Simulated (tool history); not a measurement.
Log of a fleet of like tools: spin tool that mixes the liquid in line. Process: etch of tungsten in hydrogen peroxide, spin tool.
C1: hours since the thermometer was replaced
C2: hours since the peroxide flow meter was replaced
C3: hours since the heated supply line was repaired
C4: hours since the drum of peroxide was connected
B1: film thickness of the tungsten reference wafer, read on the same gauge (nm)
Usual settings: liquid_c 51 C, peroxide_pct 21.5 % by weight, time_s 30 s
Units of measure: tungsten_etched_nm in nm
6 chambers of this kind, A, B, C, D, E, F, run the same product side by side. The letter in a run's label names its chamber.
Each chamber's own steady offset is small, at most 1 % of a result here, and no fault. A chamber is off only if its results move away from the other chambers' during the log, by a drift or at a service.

Run 1D, hour 6.7: usual settings; C1 1188.0; C2 1402.3; C3 520.5; C4 885.3; B1 79.969. Result: tungsten_etched_nm 91.973 nm.
Run 2E, hour 12.0: usual settings; C1 1610.0; C2 467.4; C3 27.5; C4 89.8; B1 79.994. Result: tungsten_etched_nm 92.781 nm.
Run 3F, hour 19.4: usual settings; C1 210.6; C2 1925.1; C3 1186.2; C4 337.2; B1 80.015. Result: tungsten_etched_nm 92.374 nm.
Run 4C, hour 25.2: usual settings; C1 172.2; C2 633.8; C3 2720.9; C4 599.7; B1 80.015. Result: tungsten_etched_nm 92.219 nm.
Run 5B, hour 32.2: usual settings but time_s 20 s; C1 2110.9; C2 1771.0; C3 794.7; C4 39.4; B1 80.055. Result: tungsten_etched_nm 61.426 nm.
Run 6A, hour 36.6: usual settings but time_s 20 s; C1 1397.8; C2 228.7; C3 2041.7; C4 653.7; B1 79.964. Result: tungsten_etched_nm 61.156 nm.
Run 7A, hour 43.3: usual settings but time_s 20 s; C1 1404.5; C2 235.4; C3 2048.4; C4 660.4; B1 79.983. Result: tungsten_etched_nm 61.826 nm.
Run 8F, hour 50.4: usual settings but time_s 20 s; C1 241.6; C2 1956.1; C3 1217.2; C4 368.2; B1 80.024. Result: tungsten_etched_nm 61.602 nm.
At hour 54.4: chamber A: thermometer replaced.
Run 9E, hour 56.7: usual settings but time_s 20 s; C1 1654.7; C2 512.1; C3 72.2; C4 134.5; B1 80.000. Result: tungsten_etched_nm 61.721 nm.
Run 10B, hour 61.0: usual settings but time_s 20 s; C1 2139.7; C2 1799.8; C3 823.5; C4 68.2; B1 79.997. Result: tungsten_etched_nm 61.542 nm.
Run 11C, hour 67.1: usual settings; C1 214.1; C2 675.7; C3 2762.8; C4 641.6; B1 79.986. Result: tungsten_etched_nm 91.825 nm.
Run 12D, hour 73.2: usual settings; C1 1254.5; C2 1468.8; C3 587.0; C4 951.8; B1 79.980. Result: tungsten_etched_nm 91.321 nm.
Run 13C, hour 80.8: usual settings; C1 227.8; C2 689.4; C3 2776.5; C4 655.3; B1 80.006. Result: tungsten_etched_nm 92.409 nm.
Run 14F, hour 86.5: usual settings; C1 277.7; C2 1992.2; C3 1253.3; C4 404.3; B1 80.002. Result: tungsten_etched_nm 92.534 nm.
Run 15B, hour 90.8: usual settings; C1 2169.5; C2 1829.6; C3 853.3; C4 98.0; B1 79.960. Result: tungsten_etched_nm 92.138 nm.
At hour 91.8: chamber C: new drum of peroxide connected.
Run 16E, hour 94.7: usual settings; C1 1692.7; C2 550.1; C3 110.2; C4 172.5; B1 79.951. Result: tungsten_etched_nm 91.804 nm.
Run 17A, hour 102.2: usual settings; C1 47.8; C2 294.3; C3 2107.3; C4 719.3; B1 79.983. Result: tungsten_etched_nm 92.701 nm.
Run 18D, hour 108.0: usual settings; C1 1289.3; C2 1503.6; C3 621.8; C4 986.6; B1 80.014. Result: tungsten_etched_nm 91.799 nm.
Run 19C, hour 111.9: usual settings; C1 258.9; C2 720.5; C3 2807.6; C4 20.1; B1 79.960. Result: tungsten_etched_nm 92.435 nm.
At hour 114.0: chamber F: heated supply line repaired.
Run 20E, hour 118.5: usual settings; C1 1716.5; C2 573.9; C3 134.0; C4 196.3; B1 80.056. Result: tungsten_etched_nm 91.719 nm.
Run 21B, hour 124.9: usual settings; C1 2203.6; C2 1863.7; C3 887.4; C4 132.1; B1 80.053. Result: tungsten_etched_nm 92.345 nm.
Run 22D, hour 131.0: usual settings; C1 1312.3; C2 1526.6; C3 644.8; C4 1009.6; B1 79.962. Result: tungsten_etched_nm 91.933 nm.
At hour 134.4: chamber E: thermometer replaced.
Run 23A, hour 138.6: usual settings but time_s 15 s; C1 84.2; C2 330.7; C3 2143.7; C4 755.7; B1 79.981. Result: tungsten_etched_nm 46.363 nm.
Run 24F, hour 142.0: usual settings but time_s 15 s; C1 333.2; C2 2047.7; C3 28.0; C4 459.8; B1 79.971. Result: tungsten_etched_nm 45.685 nm.
Run 25F, hour 149.4: usual settings but time_s 15 s; C1 340.6; C2 2055.1; C3 35.4; C4 467.2; B1 80.009. Result: tungsten_etched_nm 45.361 nm.
Run 26C, hour 157.0: usual settings but time_s 15 s; C1 304.0; C2 765.6; C3 2852.7; C4 65.2; B1 79.984. Result: tungsten_etched_nm 45.971 nm.
Run 27E, hour 160.9: usual settings but time_s 15 s; C1 26.5; C2 616.3; C3 176.4; C4 238.7; B1 79.990. Result: tungsten_etched_nm 46.127 nm.
Run 28B, hour 167.2: usual settings but time_s 15 s; C1 2245.9; C2 1906.0; C3 929.7; C4 174.4; B1 80.029. Result: tungsten_etched_nm 46.202 nm.
Run 29A, hour 173.9: usual settings; C1 119.5; C2 366.0; C3 2179.0; C4 791.0; B1 79.967. Result: tungsten_etched_nm 92.012 nm.
Run 30D, hour 177.7: usual settings; C1 1359.0; C2 1573.3; C3 691.5; C4 1056.3; B1 79.983. Result: tungsten_etched_nm 92.016 nm.
Run 31D, hour 182.8: usual settings; C1 1364.1; C2 1578.4; C3 696.6; C4 1061.4; B1 80.003. Result: tungsten_etched_nm 92.075 nm.
Run 32B, hour 187.8: usual settings; C1 2266.5; C2 1926.6; C3 950.3; C4 195.0; B1 80.010. Result: tungsten_etched_nm 91.970 nm.
Run 33C, hour 191.8: usual settings; C1 338.8; C2 800.4; C3 2887.5; C4 100.0; B1 80.032. Result: tungsten_etched_nm 91.814 nm.
Run 34E, hour 198.4: usual settings; C1 64.0; C2 653.8; C3 213.9; C4 276.2; B1 79.976. Result: tungsten_etched_nm 92.782 nm.
Run 35F, hour 201.9: usual settings; C1 393.1; C2 2107.6; C3 87.9; C4 519.7; B1 79.958. Result: tungsten_etched_nm 88.726 nm.
Run 36A, hour 207.2: usual settings; C1 152.8; C2 399.3; C3 2212.3; C4 824.3; B1 79.981. Result: tungsten_etched_nm 92.260 nm.
Run 37C, hour 213.8: usual settings; C1 360.8; C2 822.4; C3 2909.5; C4 122.0; B1 80.035. Result: tungsten_etched_nm 92.202 nm.
Run 38B, hour 220.5: usual settings; C1 2299.2; C2 1959.3; C3 983.0; C4 227.7; B1 80.000. Result: tungsten_etched_nm 91.991 nm.

The same settings go to every chamber for the next run, one line per chamber below. Forecast the results for each:
Run 39A, hour 226.0: usual settings. Result: tungsten_etched_nm ?.
Run 39B, hour 226.0: usual settings. Result: tungsten_etched_nm ?.
Run 39C, hour 226.0: usual settings. Result: tungsten_etched_nm ?.
Run 39D, hour 226.0: usual settings. Result: tungsten_etched_nm ?.
Run 39E, hour 226.0: usual settings. Result: tungsten_etched_nm ?.
Run 39F, hour 226.0: usual settings. Result: tungsten_etched_nm ?.

run  tungsten_etched_nm
39A              92.852
39B              92.124
39C              92.000
39D              92.154
39E              93.018
39F              87.671
